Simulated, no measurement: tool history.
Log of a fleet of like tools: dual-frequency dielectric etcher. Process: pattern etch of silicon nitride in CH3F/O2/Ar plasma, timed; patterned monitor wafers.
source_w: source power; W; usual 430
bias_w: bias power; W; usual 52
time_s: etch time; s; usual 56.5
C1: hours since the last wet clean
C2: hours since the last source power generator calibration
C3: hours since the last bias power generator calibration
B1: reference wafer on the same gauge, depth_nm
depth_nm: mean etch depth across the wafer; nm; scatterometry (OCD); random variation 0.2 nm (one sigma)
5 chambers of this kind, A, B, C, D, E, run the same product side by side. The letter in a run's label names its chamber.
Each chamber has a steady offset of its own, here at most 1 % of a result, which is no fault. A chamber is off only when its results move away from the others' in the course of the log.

run 1D hour=6.2 | source_w=430 bias_w=52 time_s=56.5 | C1=95.4 C2=3784.5 C3=1681.2 | B1=41.872 | depth_nm=36.266
run 2A hour=12.6 | source_w=430 bias_w=52 time_s=56.5 | C1=48.5 C2=2505.1 C3=1990 | B1=41.874 | depth_nm=36.688
run 3B hour=18.5 | source_w=430 bias_w=52 time_s=56.5 | C1=198.6 C2=266.8 C3=2009.3 | B1=41.924 | depth_nm=36.72
run 4E hour=26 | source_w=430 bias_w=52 time_s=56.5 | C1=79.1 C2=3069.2 C3=1748.5 | B1=41.904 | depth_nm=36.235
run 5C hour=35.5 | source_w=430 bias_w=52 time_s=56.5 | C1=618.6 C2=916.1 C3=51.8 | B1=41.878 | depth_nm=36.226
-- hour=39.7 chamber A: source power generator calibrated
run 6E hour=40.3 | source_w=430 bias_w=52 time_s=56.5 | C1=93.4 C2=3083.5 C3=1762.8 | B1=41.898 | depth_nm=36.152
run 7B hour=46 | source_w=430 bias_w=47 time_s=56.5 | C1=226.1 C2=294.3 C3=2036.8 | B1=41.906 | depth_nm=35.195
run 8D hour=54.4 | source_w=430 bias_w=47 time_s=56.5 | C1=143.6 C2=3832.7 C3=1729.4 | B1=41.878 | depth_nm=35.087
run 9A hour=60.9 | source_w=430 bias_w=47 time_s=56.5 | C1=96.8 C2=21.2 C3=2038.3 | B1=41.907 | depth_nm=35.629
run 10C hour=70.5 | source_w=430 bias_w=47 time_s=56.5 | C1=653.6 C2=951.1 C3=86.8 | B1=41.939 | depth_nm=35.188
run 11C hour=78.9 | source_w=430 bias_w=47 time_s=56.5 | C1=662 C2=959.5 C3=95.2 | B1=41.948 | depth_nm=35.5
-- hour=79.1 chamber C: wet clean of the chamber
run 12B hour=84 | source_w=430 bias_w=52 time_s=56.5 | C1=264.1 C2=332.3 C3=2074.8 | B1=41.919 | depth_nm=36.379
run 13E hour=92 | source_w=430 bias_w=52 time_s=56.5 | C1=145.1 C2=3135.2 C3=1814.5 | B1=41.857 | depth_nm=36.51
run 14A hour=98.6 | source_w=430 bias_w=52 time_s=56.5 | C1=134.5 C2=58.9 C3=2076 | B1=41.914 | depth_nm=36.236
run 15D hour=104.1 | source_w=520 bias_w=52 time_s=56.5 | C1=193.3 C2=3882.4 C3=1779.1 | B1=41.944 | depth_nm=39.512
run 16D hour=110.5 | source_w=520 bias_w=52 time_s=56.5 | C1=199.7 C2=3888.8 C3=1785.5 | B1=41.924 | depth_nm=38.997
run 17E hour=120.1 | source_w=520 bias_w=52 time_s=56.5 | C1=173.2 C2=3163.3 C3=1842.6 | B1=41.88 | depth_nm=39.026
run 18A hour=127.1 | source_w=520 bias_w=52 time_s=56.5 | C1=163 C2=87.4 C3=2104.5 | B1=41.91 | depth_nm=39.55
run 19B hour=133 | source_w=520 bias_w=52 time_s=56.5 | C1=313.1 C2=381.3 C3=2123.8 | B1=41.894 | depth_nm=39.013
-- hour=137.8 chamber E: source power generator calibrated
run 20C hour=139.2 | source_w=430 bias_w=52 time_s=42.5 | C1=60.1 C2=1019.8 C3=155.5 | B1=41.84 | depth_nm=27.369
run 21D hour=144.1 | source_w=430 bias_w=52 time_s=42.5 | C1=233.3 C2=3922.4 C3=1819.1 | B1=41.887 | depth_nm=27.454
run 22B hour=150.2 | source_w=430 bias_w=52 time_s=42.5 | C1=330.3 C2=398.5 C3=2141 | B1=41.932 | depth_nm=26.918
run 23C hour=158.1 | source_w=430 bias_w=52 time_s=42.5 | C1=79 C2=1038.7 C3=174.4 | B1=41.886 | depth_nm=26.951
run 24E hour=164.3 | source_w=430 bias_w=52 time_s=42.5 | C1=217.4 C2=26.5 C3=1886.8 | B1=41.901 | depth_nm=27.034
run 25A hour=172.4 | source_w=430 bias_w=52 time_s=56.5 | C1=208.3 C2=132.7 C3=2149.8 | B1=41.87 | depth_nm=36.686
run 26B hour=177.2 | source_w=430 bias_w=52 time_s=56.5 | C1=357.3 C2=425.5 C3=2168 | B1=41.942 | depth_nm=35.92
run 27C hour=183 | source_w=430 bias_w=52 time_s=56.5 | C1=103.9 C2=1063.6 C3=199.3 | B1=41.884 | depth_nm=36.545
run 28D hour=189.5 | source_w=490 bias_w=52 time_s=56.5 | C1=278.7 C2=3967.8 C3=1864.5 | B1=41.94 | depth_nm=38.557
run 29A hour=198.7 | source_w=490 bias_w=52 time_s=56.5 | C1=234.6 C2=159 C3=2176.1 | B1=41.899 | depth_nm=38.43
run 30E hour=205.3 | source_w=490 bias_w=52 time_s=56.5 | C1=258.4 C2=67.5 C3=1927.8 | B1=41.889 | depth_nm=38.266
run 31A hour=214 | source_w=490 bias_w=52 time_s=56.5 | C1=249.9 C2=174.3 C3=2191.4 | B1=41.919 | depth_nm=38.429
run 32E hour=223 | source_w=490 bias_w=52 time_s=56.5 | C1=276.1 C2=85.2 C3=1945.5 | B1=41.944 | depth_nm=38.022
run 33B hour=229.7 | source_w=430 bias_w=52 time_s=56.5 | C1=409.8 C2=478 C3=2220.5 | B1=41.893 | depth_nm=35.406

What goes on in this fleet: one chamber off, a drifting gauge, or nothing beyond the chambers' own small offsets? Name the chamber and the cause, if any.

Chamber B drifts away from the others.
Cause: etch rate under this chamber's usual, % = 3.38.

Here are 4 candidates for chamber B's next run, each the usual settings with a change, their results left as question marks. Which one brings its results back in line with what the others give on the usual settings?
In line means no further than this from the other chambers' mean on the usual settings: depth_nm 0.69 nm
run 34B-1 hour=237.1 | source_w=450 bias_w=54 time_s=56.5 | depth_nm=?
run 34B-2 hour=237.1 | source_w=430 bias_w=51 time_s=53 | depth_nm=?
run 34B-3 hour=237.1 | source_w=500 bias_w=52 time_s=56.5 | depth_nm=?
run 34B-4 hour=237.1 | source_w=430 bias_w=52 time_s=55 | depth_nm=?

The other chambers' mean on the usual settings: depth_nm 36.374 nm
run=34B-1 depth_nm=36.389
run=34B-2 depth_nm=32.921
run=34B-3 depth_nm=37.486
run=34B-4 depth_nm=34.375
34B-1 brings the chamber back in line.
